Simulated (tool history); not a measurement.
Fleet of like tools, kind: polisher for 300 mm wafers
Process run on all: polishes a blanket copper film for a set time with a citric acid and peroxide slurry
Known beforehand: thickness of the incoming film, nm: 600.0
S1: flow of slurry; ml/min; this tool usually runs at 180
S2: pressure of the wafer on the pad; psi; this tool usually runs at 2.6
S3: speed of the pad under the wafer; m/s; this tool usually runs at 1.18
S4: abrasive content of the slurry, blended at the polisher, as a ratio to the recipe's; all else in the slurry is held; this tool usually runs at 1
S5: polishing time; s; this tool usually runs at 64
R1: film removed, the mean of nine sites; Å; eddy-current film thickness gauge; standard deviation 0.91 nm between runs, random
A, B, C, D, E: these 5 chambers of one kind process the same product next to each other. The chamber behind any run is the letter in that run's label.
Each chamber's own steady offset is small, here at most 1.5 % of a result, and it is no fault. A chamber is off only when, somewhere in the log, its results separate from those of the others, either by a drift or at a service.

run	hour	S1	S2	S3	S4	S5	R1
# hour 11.4: chamber E: slurry blender recalibrated
1E	12.1	180	2.6	1.18	1	64	1378.6
2C	23.8	180	2.6	1.18	1	64	1399.1
3B	30.8	180	2.6	1.18	1	64	1355.6
# hour 31.3: chamber A: worn pad replaced by a new one
4D	42.7	180	2.6	1.18	1	64	1368.6
# hour 46.9: chamber A: slurry blender recalibrated
5A	49.4	180	2.6	1.18	1	64	1387.8
# hour 53.5: chamber D: slurry blender recalibrated
6A	57.3	180	2.6	1.18	1	64	1389
# hour 62: chamber B: slurry nozzle cleaned
7B	63	180	2.6	1.18	1	64	1358.3
8D	71.3	180	2.6	1.18	1	64	1372.7
# hour 78.2: chamber B: slurry blender recalibrated
# hour 80.2: chamber D: worn pad replaced by a new one
# hour 81.9: chamber C: worn pad replaced by a new one
9E	82.1	180	2.6	1.18	1	64	1382.5
10C	92.1	230	2.6	1.18	1	64	1421.4
11E	102.9	230	2.6	1.18	1	64	1421.6
12B	111	230	2.6	1.18	1	64	1416.6
# hour 111.9: chamber C: slurry blender recalibrated
13A	116.8	230	2.6	1.18	1	64	1444.8
14D	123.1	230	2.6	1.18	1	64	1430.5
15C	130.9	180	2.6	1.18	1	64	1391.2
# hour 131: chamber E: slurry nozzle cleaned
16E	136.7	180	2.6	1.18	1	64	1385.5
17D	142.4	180	2.6	1.18	1	64	1363.2
# hour 145.7: chamber E: worn pad replaced by a new one
# hour 147.2: chamber E: slurry blender recalibrated
# hour 147.9: chamber B: head pressure recalibrated
18B	149	180	2.6	1.18	1	64	1364.7
# hour 151.3: chamber A: worn pad replaced by a new one
19C	157.3	180	2.6	1.18	1	64	1392.8
20A	166.9	180	2.6	1.18	1	64	1398.4
# hour 172.3: chamber B: worn pad replaced by a new one
21B	175.2	180	2.6	1.18	1	64	1360.7
# hour 182.6: chamber B: slurry blender recalibrated
22C	187.4	180	2.6	1.18	1	64	1408.8
23D	193	180	2.6	1.18	1	64	1358.3
# hour 200.2: chamber C: worn pad replaced by a new one
24E	205.2	180	2.6	1.18	1	64	1389
# hour 208: chamber D: slurry blender recalibrated
25A	212.7	180	2.6	1.18	1	64	1371.5
26E	220.6	180	2.6	1.18	1	64	1390.5
# hour 222.9: chamber E: head pressure recalibrated
27B	226.9	180	2.6	1.18	1	64	1350
# hour 227.9: chamber A: head pressure recalibrated
# hour 229.1: chamber D: worn pad replaced by a new one
28D	238.5	180	2.6	1.18	1	64	1366
29C	249	180	2.6	1.18	1	64	1366.6
30A	258.5	180	2.6	1.18	1	64	1501.9
# hour 259.4: chamber A: slurry nozzle cleaned
31A	265.1	180	2.6	1.18	1	64	1516.4
# hour 267.1: chamber C: slurry nozzle cleaned
# hour 270: chamber A: worn pad replaced by a new one
32B	276.6	180	2.6	1.18	1	64	1359.8
33C	282.7	180	2.6	1.18	1	64	1393.5
34E	288.2	180	2.6	1.18	1	64	1380.6
35D	298.7	180	2.6	1.18	1	64	1364.5
# hour 301.4: chamber E: worn pad replaced by a new one
# hour 307.6: chamber B: slurry blender recalibrated
36A	309.5	180	2.6	1.18	1	64	1510.4
# hour 313.7: chamber C: worn pad replaced by a new one
37E	319.5	180	2.6	1.18	1	64	1379.2
# hour 321.3: chamber E: slurry blender recalibrated
38C	327.8	215	2.6	1.18	1	64	1414.1
39D	340	215	2.6	1.18	1	64	1400.3
40B	349	215	2.6	1.18	1	64	1410.3
# hour 349.2: chamber B: worn pad replaced by a new one
41E	357.8	215	2.6	1.18	1	64	1397
42C	365.3	215	2.6	1.18	1	64	1413
43A	375.5	180	2.6	1.18	0.85	72	1650.1
44B	387.1	180	2.6	1.18	0.85	72	1498.7

What goes on in this fleet: one chamber off, a drifting gauge, or nothing beyond the chambers' own small offsets? Name the chamber and the cause, if any.

Chamber A has stood off from the others ever since a service on it.
What lies behind it: head's pressure above its setpoint, % = 9.28.

Chamber A could run next with any of the 4 candidate recipes listed below; each alters the usual settings, and their results appear as question marks. Which one brings its results back in line with what the other chambers deliver on the usual settings?
In line means no further than this from the other chambers' mean on the usual settings: R1 32 Å
45A-1	396	180	2.6	1.02	1	64	?
45A-2	396	180	2.6	1.18	1	58	?
45A-3	396	185	2.6	1.18	1	73	?
45A-4	396	180	2.7	1.18	1	68	?

Average result of the remaining chambers running the usual settings: R1 1378.2 Å
run	R1
45A-1	1307.4
45A-2	1364.9
45A-3	1724.7
45A-4	1659.5
45A-2 puts the chamber back in line with the other chambers.

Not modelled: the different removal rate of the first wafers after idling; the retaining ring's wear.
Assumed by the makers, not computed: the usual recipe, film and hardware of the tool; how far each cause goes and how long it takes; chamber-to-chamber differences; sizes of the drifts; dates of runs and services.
